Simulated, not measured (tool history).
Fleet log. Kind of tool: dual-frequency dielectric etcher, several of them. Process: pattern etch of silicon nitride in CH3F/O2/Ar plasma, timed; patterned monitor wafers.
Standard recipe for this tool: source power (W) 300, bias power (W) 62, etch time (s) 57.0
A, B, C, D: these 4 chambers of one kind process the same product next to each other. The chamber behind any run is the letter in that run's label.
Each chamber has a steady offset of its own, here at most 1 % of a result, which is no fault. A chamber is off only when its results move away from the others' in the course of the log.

run   hour  source power (W)  bias power (W)  etch time (s)  hours since the last wet clean  hours since the last source power generator calibration  hours since the last bias power generator calibration  read-back reference wafer on the same gauge, depth_nm  mean etch depth across the wafer (nm)
 1D    6.3               300              62           57.0                           136.9                                                   1695.0                                                  251.0                                                 35.788                                 34.005
 2A   11.1               300              62           57.0                           559.4                                                   2112.5                                                 1318.7                                                 35.792                                 33.992
 3B   14.7               300              62           57.0                           218.3                                                   2499.5                                                 1044.1                                                 35.805                                 34.302
 4C   20.8               300              62           57.0                           414.7                                                   2074.6                                                  584.0                                                 35.783                                 33.832
 5B   26.4               300              62           57.0                           230.0                                                   2511.2                                                 1055.8                                                 35.816                                 33.953
 6C   30.0               300              62           57.0                           423.9                                                   2083.8                                                  593.2                                                 35.821                                 33.659
 7D   34.2               300              62           57.0                           164.8                                                   1722.9                                                  278.9                                                 35.756                                 34.233
 8A   37.4               300              68           57.0                           585.7                                                   2138.8                                                 1345.0                                                 35.799                                 35.016
 9A   43.4               300              68           57.0                           591.7                                                   2144.8                                                 1351.0                                                 35.774                                 34.896
10C   49.3               300              68           57.0                           443.2                                                   2103.1                                                  612.5                                                 35.823                                 34.414
11B   53.4               300              68           57.0                           257.0                                                   2538.2                                                 1082.8                                                 35.737                                 34.748
12D   57.4               300              62           57.0                           188.0                                                   1746.1                                                  302.1                                                 35.762                                 33.594
13B   61.3               300              62           57.0                           264.9                                                   2546.1                                                 1090.7                                                 35.796                                 33.600
14D   64.4               300              62           57.0                           195.0                                                   1753.1                                                  309.1                                                 35.789                                 34.077
15A   70.3               300              62           57.0                           618.6                                                   2171.7                                                 1377.9                                                 35.787                                 33.993
16C   75.5               300              62           57.0                           469.4                                                   2129.3                                                  638.7                                                 35.752                                 33.551
17C   78.7               300              62           57.0                           472.6                                                   2132.5                                                  641.9                                                 35.744                                 33.534
18A   81.8               300              62           57.0                           630.1                                                   2183.2                                                 1389.4                                                 35.810                                 34.214
19B   85.0               300              62           57.0                           288.6                                                   2569.8                                                 1114.4                                                 35.811                                 33.045
20D   91.2               300              62           57.0                           221.8                                                   1779.9                                                  335.9                                                 35.816                                 34.033
21C   94.2               300              62           57.0                           488.1                                                   2148.0                                                  657.4                                                 35.782                                 33.646
22A   99.8               300              62           57.0                           648.1                                                   2201.2                                                 1407.4                                                 35.782                                 33.942
23D  104.9               300              62           57.0                           235.5                                                   1793.6                                                  349.6                                                 35.816                                 34.380
24B  111.0               300              62           57.0                           314.6                                                   2595.8                                                 1140.4                                                 35.806                                 32.494
25D  116.9               300              62           57.0                           247.5                                                   1805.6                                                  361.6                                                 35.800                                 33.963
26B  120.0               300              62           57.0                           323.6                                                   2604.8                                                 1149.4                                                 35.758                                 32.839
27A  124.9               300              62           63.5                           673.2                                                   2226.3                                                 1432.5                                                 35.789                                 38.137
     128.8  -- chamber C: wet clean of the chamber
     129.1  -- chamber A: wet clean of the chamber
28C  130.1               300              62           63.5                             1.3                                                   2183.9                                                  693.3                                                 35.836                                 37.379
29A  134.8               300              62           63.5                             5.7                                                   2236.2                                                 1442.4                                                 35.854                                 37.869
30D  137.6               300              62           63.5                           268.2                                                   1826.3                                                  382.3                                                 35.801                                 38.060
31C  141.7               300              62           57.0                            12.9                                                   2195.5                                                  704.9                                                 35.838                                 33.546
32B  147.8               300              62           57.0                           351.4                                                   2632.6                                                 1177.2                                                 35.786                                 32.280
33B  151.1               300              62           57.0                           354.7                                                   2635.9                                                 1180.5                                                 35.767                                 32.430

Which is it: a chamber that has drifted or been left off by a service, a gauge drift common to all chambers, or only each chamber's usual small offset? If a chamber is off, name it and its likeliest cause.

Little by little, chamber B moves away from the other chambers.
Likeliest cause: etch rate under this chamber's usual, % = 5.26.

Chamber B could run next with any of the 4 candidate recipes listed below; each alters the usual settings, and their results appear as question marks. Which one brings its results back in line with what the other chambers deliver on the usual settings?
Allowed miss from the other chambers' usual-settings mean, per result, to count as in line: mean etch depth across the wafer (nm) 0.700
34B-1  155.6               320              66           57.0                                                                                                                                                                                                                                             ?
34B-2  155.6               290              62           57.0                                                                                                                                                                                                                                             ?
34B-3  155.6               300              61           54.5                                                                                                                                                                                                                                             ?
34B-4  155.6               310              63           57.0                                                                                                                                                                                                                                             ?

Average result of the remaining chambers running the usual settings: mean etch depth across the wafer (nm) 33.940
  run  mean etch depth across the wafer (nm)
34B-1                                 33.638
34B-2                                 31.730
34B-3                                 30.557
34B-4                                 32.713
The answer is 34B-1, which returns the chamber to within the allowed miss of the others.

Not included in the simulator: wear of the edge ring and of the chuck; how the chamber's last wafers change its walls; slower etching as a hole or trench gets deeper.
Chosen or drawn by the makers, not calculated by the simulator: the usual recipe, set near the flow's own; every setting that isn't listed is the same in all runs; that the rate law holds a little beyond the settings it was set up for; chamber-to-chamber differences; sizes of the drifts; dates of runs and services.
